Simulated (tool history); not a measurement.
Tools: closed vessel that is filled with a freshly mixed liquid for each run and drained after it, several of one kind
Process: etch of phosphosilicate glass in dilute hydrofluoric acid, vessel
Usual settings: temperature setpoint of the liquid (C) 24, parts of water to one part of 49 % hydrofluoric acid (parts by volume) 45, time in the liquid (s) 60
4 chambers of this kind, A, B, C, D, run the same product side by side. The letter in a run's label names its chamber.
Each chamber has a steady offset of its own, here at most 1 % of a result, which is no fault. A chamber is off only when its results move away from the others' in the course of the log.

| run | hour | temperature setpoint of the liquid (C) | parts of water to one part of 49 % hydrofluoric acid (parts by volume) | time in the liquid (s) | hours since the thermometer was replaced | hours since the hydrofluoric acid flow meter was replaced | read-back film thickness of the phosphosilicate glass reference wafer, read on the same gauge (nm) | thickness taken off the phosphosilicate glass on a monitor wafer (angstrom) |
|---|---|---|---|---|---|---|---|---|
| 1A | 13.7 | 24 | 45 | 60 | 1012.5 | 134.3 | 49.987 | 2219.8 |
| 2B | 21 | 24 | 45 | 60 | 1379.4 | 628.1 | 50.002 | 2244.8 |
|  | 21.9 | chamber B: thermometer replaced |
| 3D | 30.6 | 24 | 45 | 60 | 37.2 | 181.6 | 49.985 | 2249.4 |
| 4C | 39.9 | 24 | 45 | 60 | 1862.6 | 539.9 | 50.024 | 2251.2 |
| 5C | 49.1 | 24 | 45 | 60 | 1871.8 | 549.1 | 49.982 | 2247.7 |
| 6D | 57.7 | 24 | 45 | 60 | 64.3 | 208.7 | 49.985 | 2262.7 |
| 7B | 64.3 | 24 | 45 | 60 | 42.4 | 671.4 | 49.993 | 2246.2 |
| 8A | 73.6 | 24 | 45 | 60 | 1072.4 | 194.2 | 49.979 | 2250.4 |
| 9C | 85.5 | 24 | 45 | 60 | 1908.2 | 585.5 | 50.023 | 2293.6 |
| 10A | 91.8 | 24 | 45 | 60 | 1090.6 | 212.4 | 50.032 | 2239.9 |
| 11D | 101.8 | 24 | 45 | 60 | 108.4 | 252.8 | 50.014 | 2253.2 |
| 12B | 108.2 | 24 | 45 | 60 | 86.3 | 715.3 | 50.016 | 2231.5 |
| 13D | 117.9 | 24 | 50 | 80 | 124.5 | 268.9 | 49.984 | 2719.8 |
| 14A | 126.7 | 24 | 50 | 80 | 1125.5 | 247.3 | 49.978 | 2687.9 |
| 15B | 137.3 | 24 | 50 | 80 | 115.4 | 744.4 | 50.013 | 2680.8 |
| 16C | 150.8 | 24 | 50 | 80 | 1973.5 | 650.8 | 50.014 | 2693.5 |
| 17B | 158.8 | 19.5 | 45 | 40 | 136.9 | 765.9 | 50.003 | 1230.1 |
| 18C | 169.2 | 19.5 | 45 | 40 | 1991.9 | 669.2 | 50.022 | 1268 |
| 19D | 181.7 | 19.5 | 45 | 40 | 188.3 | 332.7 | 50 | 1249.5 |
| 20A | 195.5 | 19.5 | 45 | 40 | 1194.3 | 316.1 | 49.998 | 1268.5 |
| 21A | 208.3 | 24 | 45 | 60 | 1207.1 | 328.9 | 49.99 | 2279.8 |
| 22B | 219 | 24 | 45 | 60 | 197.1 | 826.1 | 50.004 | 2267.4 |
| 23D | 231.5 | 24 | 45 | 60 | 238.1 | 382.5 | 50.005 | 2255.9 |
| 24C | 245.2 | 24 | 60 | 60 | 2067.9 | 745.2 | 49.994 | 1663.7 |
| 25C | 251.3 | 24 | 60 | 60 | 2074 | 751.3 | 49.985 | 1669.4 |
| 26B | 259.1 | 24 | 60 | 60 | 237.2 | 866.2 | 49.981 | 1671 |
| 27A | 266.4 | 24 | 60 | 60 | 1265.2 | 387 | 50.02 | 1711.6 |
| 28D | 275.7 | 24 | 45 | 60 | 282.3 | 426.7 | 50.03 | 2275.5 |
| 29A | 286.6 | 24 | 45 | 60 | 1285.4 | 407.2 | 49.977 | 2375.2 |

Is one chamber off against the others, does the gauge drift, or is nothing wrong? If a chamber is off, say which, and what the likeliest cause is.

Chamber A drifts away from the others.
Cause: liquid hotter than its thermometer reads (K) = 1.35.
The log may not tell that from: hydrofluoric acid flow above the setpoint (%).

Here are 4 candidates for chamber A's next run, each the usual settings with a change, their results left as question marks. Which one brings its results back in line with what the others give on the usual settings?
In line means no further than this from the other chambers' mean on the usual settings: thickness taken off the phosphosilicate glass on a monitor wafer (angstrom) 54
| 30A-1 | 296.5 | 24 | 45 | 65 |  |  |  | ? |
| 30A-2 | 296.5 | 24 | 45 | 55 |  |  |  | ? |
| 30A-3 | 296.5 | 23 | 45 | 60 |  |  |  | ? |
| 30A-4 | 296.5 | 25 | 45 | 60 |  |  |  | ? |

The other chambers' mean on the usual settings: thickness taken off the phosphosilicate glass on a monitor wafer (angstrom) 2264.6
| run | thickness taken off the phosphosilicate glass on a monitor wafer (angstrom) |
|---|---|
| 30A-1 | 2579.6 |
| 30A-2 | 2182.8 |
| 30A-3 | 2286.4 |
| 30A-4 | 2479.2 |
30A-3 brings the chamber back in line.

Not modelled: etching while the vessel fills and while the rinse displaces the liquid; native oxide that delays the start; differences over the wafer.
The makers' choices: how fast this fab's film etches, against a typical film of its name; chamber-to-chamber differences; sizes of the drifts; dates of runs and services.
